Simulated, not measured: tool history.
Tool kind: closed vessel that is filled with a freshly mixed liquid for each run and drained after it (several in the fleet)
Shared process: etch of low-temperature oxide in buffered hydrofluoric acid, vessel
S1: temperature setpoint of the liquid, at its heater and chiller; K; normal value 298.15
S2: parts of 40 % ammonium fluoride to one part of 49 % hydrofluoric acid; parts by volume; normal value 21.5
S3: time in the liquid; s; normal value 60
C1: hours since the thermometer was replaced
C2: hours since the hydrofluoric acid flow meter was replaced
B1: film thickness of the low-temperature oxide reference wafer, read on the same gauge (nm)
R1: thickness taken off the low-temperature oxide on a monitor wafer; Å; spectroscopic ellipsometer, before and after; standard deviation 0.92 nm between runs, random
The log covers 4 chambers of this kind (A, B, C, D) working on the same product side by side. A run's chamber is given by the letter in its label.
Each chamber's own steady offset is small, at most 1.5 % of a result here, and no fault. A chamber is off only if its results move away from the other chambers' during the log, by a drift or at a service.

run	hour	S1	S2	S3	C1	C2	B1	R1
1D	14.3	298.15	21.5	60	1208.5	1041.5	110.01	1299.10
2C	26.8	298.15	21.5	60	55.3	39.0	110.01	1312.80
3A	40.2	298.15	21.5	60	834.3	981.7	110.02	1330.50
4B	54.3	298.15	21.5	60	1031.6	200.0	110.04	1294.00
# hour 55.7: chamber B: thermometer replaced
5D	66.6	298.15	21.5	60	1260.8	1093.8	110.04	1322.70
6C	76.8	298.15	21.5	60	105.3	89.0	109.99	1318.00
7B	85.2	298.15	21.5	60	29.6	230.9	110.00	1310.10
8A	92.9	298.15	21.5	60	887.0	1034.4	110.00	1330.80
9B	100.6	298.15	21.5	60	45.0	246.3	110.02	1306.20
10D	108.6	298.15	21.5	60	1302.8	1135.8	110.00	1301.70
11C	116.5	298.15	21.5	60	145.0	128.7	110.01	1295.80
12A	127.9	298.15	21.5	60	922.0	1069.4	110.04	1325.70
13C	139.3	298.15	21.5	60	167.8	151.5	109.96	1315.70
14A	153.7	298.15	21.5	60	947.8	1095.2	109.98	1314.40
15D	161.8	298.15	21.5	60	1356.0	1189.0	110.01	1271.30
16B	175.6	298.15	21.5	60	120.0	321.3	109.97	1316.80
17C	189.9	298.15	21.5	60	218.4	202.1	109.98	1310.90
18D	196.5	298.15	21.5	60	1390.7	1223.7	110.00	1270.50
19B	211.0	298.15	21.5	60	155.4	356.7	110.04	1298.20
20A	218.4	298.15	21.5	60	1012.5	1159.9	109.99	1326.10
21C	231.7	298.15	21.5	60	260.2	243.9	109.97	1310.90
22D	240.7	298.15	21.5	60	1434.9	1267.9	110.02	1240.70
23A	254.1	298.15	16.5	75	1048.2	1195.6	109.98	2094.80
24B	267.4	298.15	16.5	75	211.8	413.1	109.99	2077.80
25A	281.5	298.15	16.5	75	1075.6	1223.0	109.99	2121.70
26C	289.8	298.15	16.5	75	318.3	302.0	109.99	2101.80
27D	302.9	298.15	21.5	60	1497.1	1330.1	110.00	1212.00
28B	314.0	298.15	21.5	60	258.4	459.7	109.99	1309.00

Next, all 4 chambers run the settings below, one line each with question marks for the results. What does each chamber give?
29A	324.7	294.65	21.5	60				?
29B	324.7	294.65	21.5	60				?
29C	324.7	294.65	21.5	60				?
29D	324.7	294.65	21.5	60				?

run	R1
29A	1093.70
29B	1079.70
29C	1069.60
29D	989.67
